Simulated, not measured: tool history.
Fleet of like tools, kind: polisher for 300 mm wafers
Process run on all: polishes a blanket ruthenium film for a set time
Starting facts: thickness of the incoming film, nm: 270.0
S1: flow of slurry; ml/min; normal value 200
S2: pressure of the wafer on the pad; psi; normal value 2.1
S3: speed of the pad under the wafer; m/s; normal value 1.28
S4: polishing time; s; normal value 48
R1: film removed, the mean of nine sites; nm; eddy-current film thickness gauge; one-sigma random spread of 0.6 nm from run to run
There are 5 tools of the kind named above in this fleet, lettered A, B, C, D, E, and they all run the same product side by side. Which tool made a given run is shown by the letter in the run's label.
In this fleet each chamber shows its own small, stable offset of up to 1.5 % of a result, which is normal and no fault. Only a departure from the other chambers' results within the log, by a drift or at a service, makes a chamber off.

run,day,S1,S2,S3,S4,R1
# day 0.017: chamber C: worn pad replaced by a new one
1D,0.129,200,2.1,1.28,48,73.843
2C,0.225,200,2.1,1.28,48,73.309
3E,0.321,200,2.1,1.28,48,72.861
# day 0.450: chamber B: worn pad replaced by a new one
4B,0.475,200,2.1,1.28,48,72.748
5A,0.583,200,2.1,1.28,48,73.519
# day 0.592: chamber E: worn pad replaced by a new one
6D,0.721,200,2.1,1.28,48,74.194
7B,0.829,200,2.1,1.28,38,58.542
# day 0.854: chamber D: worn pad replaced by a new one
8A,1.004,200,2.1,1.28,38,57.597
9C,1.171,200,2.1,1.28,38,58.824
10E,1.300,200,2.1,1.28,38,59.146
11B,1.471,200,2.1,1.28,38,58.413
# day 1.571: chamber A: slurry nozzle cleaned
12A,1.612,200,2.1,1.28,48,73.393
# day 1.658: chamber A: worn pad replaced by a new one
13C,1.783,200,2.1,1.28,48,72.834
14D,1.958,200,2.1,1.28,48,72.916
15E,2.108,200,2.1,1.28,48,74.087
16D,2.292,200,2.1,1.28,48,72.919
17E,2.408,200,2.1,1.28,48,74.082
# day 2.471: chamber B: worn pad replaced by a new one
18B,2.538,200,1.5,1.52,48,63.754
19A,2.721,200,1.5,1.52,48,62.518
20C,2.871,200,1.5,1.52,48,62.146
21A,3.050,200,1.5,1.52,48,61.854
# day 3.196: chamber D: worn pad replaced by a new one
22B,3.217,200,1.5,1.52,48,64.539
23C,3.329,200,2.1,1.28,48,74.651
# day 3.362: chamber E: worn pad replaced by a new one
24D,3.462,200,2.1,1.28,48,72.885
# day 3.471: chamber C: worn pad replaced by a new one
25E,3.558,200,2.1,1.28,48,74.720
# day 3.612: chamber A: worn pad replaced by a new one
26C,3.733,200,2.1,1.28,48,74.771
27D,3.846,200,2.1,1.28,48,73.688
28A,4.029,200,2.1,1.28,48,74.503
29E,4.212,200,2.1,1.28,48,74.055
30B,4.321,200,2.1,1.28,48,79.695
# day 4.338: chamber B: worn pad replaced by a new one
31A,4.446,200,2.1,1.28,48,72.841
32E,4.625,200,2.1,1.28,48,74.322
33C,4.788,135,2.1,1.54,48,83.344
34D,4.950,135,2.1,1.54,48,82.835
35B,5.033,135,2.1,1.54,48,91.352
# day 5.146: chamber A: worn pad replaced by a new one
36D,5.217,135,2.1,1.54,48,84.081
37A,5.308,135,2.1,1.54,48,83.054
38C,5.433,200,2.1,1.28,48,74.608
39E,5.583,200,2.1,1.28,48,75.147

Each of the 5 chambers runs these same settings next. Fill in every chamber's results:
40A,5.717,200,2.1,1.28,48,?
40B,5.717,200,2.1,1.28,48,?
40C,5.717,200,2.1,1.28,48,?
40D,5.717,200,2.1,1.28,48,?
40E,5.717,200,2.1,1.28,48,?

run,R1
40A,73.218
40B,82.020
40C,73.429
40D,73.143
40E,72.860
